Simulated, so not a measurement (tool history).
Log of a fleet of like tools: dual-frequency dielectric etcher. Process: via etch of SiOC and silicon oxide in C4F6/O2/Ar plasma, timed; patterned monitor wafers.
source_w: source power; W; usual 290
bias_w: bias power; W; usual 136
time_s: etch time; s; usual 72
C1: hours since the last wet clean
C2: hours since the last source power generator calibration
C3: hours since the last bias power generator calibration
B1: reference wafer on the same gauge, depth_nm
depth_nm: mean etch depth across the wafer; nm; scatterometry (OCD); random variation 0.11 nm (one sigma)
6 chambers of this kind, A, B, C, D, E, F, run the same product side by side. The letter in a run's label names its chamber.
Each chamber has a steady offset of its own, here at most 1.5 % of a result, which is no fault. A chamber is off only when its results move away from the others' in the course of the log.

{"run": "1A", "day": 0.196, "source_w": 290, "bias_w": 136, "time_s": 72, "C1": 458.9, "C2": 175, "C3": 1426.8, "B1": 73.251, "depth_nm": 65.832}
{"run": "2D", "day": 0.529, "source_w": 290, "bias_w": 136, "time_s": 72, "C1": 267.6, "C2": 1220.7, "C3": 3357.5, "B1": 73.227, "depth_nm": 66.708}
{"run": "3C", "day": 0.783, "source_w": 290, "bias_w": 136, "time_s": 72, "C1": 97.8, "C2": 83, "C3": 1461.7, "B1": 73.243, "depth_nm": 65.762}
{"run": "4F", "day": 1.062, "source_w": 290, "bias_w": 136, "time_s": 72, "C1": 305.7, "C2": 192.7, "C3": 3563.9, "B1": 73.228, "depth_nm": 65.417}
{"run": "5E", "day": 1.308, "source_w": 290, "bias_w": 149, "time_s": 72, "C1": 375.4, "C2": 1307.2, "C3": 181.9, "B1": 73.269, "depth_nm": 67.943}
{"run": "6B", "day": 1.504, "source_w": 290, "bias_w": 149, "time_s": 72, "C1": 122.7, "C2": 2199.7, "C3": 1028.1, "B1": 73.263, "depth_nm": 68.183}
{"day": 1.662, "done": "chamber E: wet clean of the chamber"}
{"run": "7C", "day": 1.833, "source_w": 290, "bias_w": 149, "time_s": 72, "C1": 123, "C2": 108.2, "C3": 1486.9, "B1": 73.295, "depth_nm": 68.026}
{"run": "8D", "day": 2.012, "source_w": 290, "bias_w": 149, "time_s": 72, "C1": 303.2, "C2": 1256.3, "C3": 3393.1, "B1": 73.258, "depth_nm": 68.505}
{"run": "9F", "day": 2.279, "source_w": 290, "bias_w": 149, "time_s": 72, "C1": 334.9, "C2": 221.9, "C3": 3593.1, "B1": 73.322, "depth_nm": 67.622}
{"run": "10A", "day": 2.679, "source_w": 290, "bias_w": 149, "time_s": 72, "C1": 518.5, "C2": 234.6, "C3": 1486.4, "B1": 73.301, "depth_nm": 67.744}
{"run": "11B", "day": 3.046, "source_w": 290, "bias_w": 136, "time_s": 64, "C1": 159.7, "C2": 2236.7, "C3": 1065.1, "B1": 73.353, "depth_nm": 58.788}
{"run": "12E", "day": 3.292, "source_w": 290, "bias_w": 136, "time_s": 64, "C1": 39.1, "C2": 1354.8, "C3": 229.5, "B1": 73.312, "depth_nm": 58.698}
{"run": "13A", "day": 3.492, "source_w": 290, "bias_w": 136, "time_s": 64, "C1": 538, "C2": 254.1, "C3": 1505.9, "B1": 73.36, "depth_nm": 58.691}
{"day": 3.688, "done": "chamber A: wet clean of the chamber"}
{"run": "14C", "day": 3.854, "source_w": 290, "bias_w": 136, "time_s": 64, "C1": 171.5, "C2": 156.7, "C3": 1535.4, "B1": 73.331, "depth_nm": 58.687}
{"run": "15F", "day": 4.029, "source_w": 290, "bias_w": 136, "time_s": 64, "C1": 376.9, "C2": 263.9, "C3": 3635.1, "B1": 73.365, "depth_nm": 58.429}
{"run": "16E", "day": 4.333, "source_w": 290, "bias_w": 136, "time_s": 64, "C1": 64.1, "C2": 1379.8, "C3": 254.5, "B1": 73.389, "depth_nm": 58.824}
{"run": "17D", "day": 4.696, "source_w": 290, "bias_w": 136, "time_s": 72, "C1": 367.6, "C2": 1320.7, "C3": 3457.5, "B1": 73.364, "depth_nm": 66.746}
{"run": "18B", "day": 4.983, "source_w": 290, "bias_w": 136, "time_s": 72, "C1": 206.2, "C2": 2283.2, "C3": 1111.6, "B1": 73.381, "depth_nm": 66.15}
{"run": "19F", "day": 5.271, "source_w": 290, "bias_w": 136, "time_s": 54.5, "C1": 406.7, "C2": 293.7, "C3": 3664.9, "B1": 73.459, "depth_nm": 49.801}
{"run": "20B", "day": 5.504, "source_w": 290, "bias_w": 136, "time_s": 54.5, "C1": 218.7, "C2": 2295.7, "C3": 1124.1, "B1": 73.44, "depth_nm": 50.123}
{"run": "21C", "day": 5.775, "source_w": 290, "bias_w": 136, "time_s": 54.5, "C1": 217.6, "C2": 202.8, "C3": 1581.5, "B1": 73.433, "depth_nm": 49.989}
{"run": "22D", "day": 5.979, "source_w": 290, "bias_w": 136, "time_s": 54.5, "C1": 398.4, "C2": 1351.5, "C3": 3488.3, "B1": 73.45, "depth_nm": 50.593}
{"run": "23A", "day": 6.242, "source_w": 290, "bias_w": 136, "time_s": 54.5, "C1": 61.4, "C2": 320.1, "C3": 1571.9, "B1": 73.446, "depth_nm": 49.971}
{"run": "24E", "day": 6.579, "source_w": 290, "bias_w": 136, "time_s": 54.5, "C1": 118, "C2": 1433.7, "C3": 308.4, "B1": 73.457, "depth_nm": 49.79}
{"run": "25A", "day": 6.8, "source_w": 290, "bias_w": 136, "time_s": 72, "C1": 74.8, "C2": 333.5, "C3": 1585.3, "B1": 73.478, "depth_nm": 66.114}
{"run": "26F", "day": 7.088, "source_w": 290, "bias_w": 136, "time_s": 72, "C1": 450.3, "C2": 337.3, "C3": 3708.5, "B1": 73.493, "depth_nm": 65.906}
{"run": "27C", "day": 7.462, "source_w": 290, "bias_w": 136, "time_s": 72, "C1": 258.1, "C2": 243.3, "C3": 1622, "B1": 73.527, "depth_nm": 66.254}
{"run": "28B", "day": 7.792, "source_w": 290, "bias_w": 136, "time_s": 55.5, "C1": 273.6, "C2": 2350.6, "C3": 1179, "B1": 73.514, "depth_nm": 51.277}
{"run": "29E", "day": 8.067, "source_w": 290, "bias_w": 136, "time_s": 55.5, "C1": 153.7, "C2": 1469.4, "C3": 344.1, "B1": 73.543, "depth_nm": 50.92}
{"run": "30D", "day": 8.292, "source_w": 290, "bias_w": 136, "time_s": 55.5, "C1": 453.9, "C2": 1407, "C3": 3543.8, "B1": 73.559, "depth_nm": 51.565}
{"run": "31A", "day": 8.567, "source_w": 290, "bias_w": 136, "time_s": 55.5, "C1": 117.2, "C2": 375.9, "C3": 1627.7, "B1": 73.58, "depth_nm": 51.069}
{"run": "32C", "day": 8.929, "source_w": 290, "bias_w": 136, "time_s": 55.5, "C1": 293.3, "C2": 278.5, "C3": 1657.2, "B1": 73.581, "depth_nm": 50.962}
{"run": "33E", "day": 9.112, "source_w": 290, "bias_w": 136, "time_s": 55.5, "C1": 178.8, "C2": 1494.5, "C3": 369.2, "B1": 73.589, "depth_nm": 50.886}
{"run": "34F", "day": 9.383, "source_w": 290, "bias_w": 136, "time_s": 72, "C1": 505.4, "C2": 392.4, "C3": 3763.6, "B1": 73.619, "depth_nm": 65.888}
{"run": "35D", "day": 9.642, "source_w": 330, "bias_w": 109, "time_s": 72, "C1": 486.3, "C2": 1439.4, "C3": 3576.2, "B1": 73.612, "depth_nm": 65.914}
{"run": "36B", "day": 9.829, "source_w": 330, "bias_w": 109, "time_s": 72, "C1": 322.5, "C2": 2399.5, "C3": 1227.9, "B1": 73.629, "depth_nm": 65.476}
{"run": "37A", "day": 10.188, "source_w": 330, "bias_w": 109, "time_s": 72, "C1": 156.1, "C2": 414.8, "C3": 1666.6, "B1": 73.61, "depth_nm": 65.178}
{"day": 10.279, "done": "chamber D: wet clean of the chamber"}
{"run": "38D", "day": 10.367, "source_w": 330, "bias_w": 109, "time_s": 72, "C1": 2.2, "C2": 1456.8, "C3": 3593.6, "B1": 73.636, "depth_nm": 65.782}
{"run": "39E", "day": 10.633, "source_w": 330, "bias_w": 109, "time_s": 72, "C1": 215.3, "C2": 1531, "C3": 405.7, "B1": 73.666, "depth_nm": 65.099}
{"run": "40F", "day": 10.904, "source_w": 330, "bias_w": 109, "time_s": 72, "C1": 541.9, "C2": 428.9, "C3": 3800.1, "B1": 73.674, "depth_nm": 64.764}
{"run": "41B", "day": 11.308, "source_w": 290, "bias_w": 157, "time_s": 72, "C1": 358, "C2": 2435, "C3": 1263.4, "B1": 73.708, "depth_nm": 69.444}
{"run": "42C", "day": 11.683, "source_w": 290, "bias_w": 157, "time_s": 72, "C1": 359.4, "C2": 344.6, "C3": 1723.3, "B1": 73.706, "depth_nm": 69.474}

What goes on in this fleet: one chamber off, a drifting gauge, or nothing beyond the chambers' own small offsets? Name the chamber and the cause, if any.

The gauge drifts, so all chambers seem to drift together. No chamber is off.
Cause: gauge reads high (%) = 0.683.
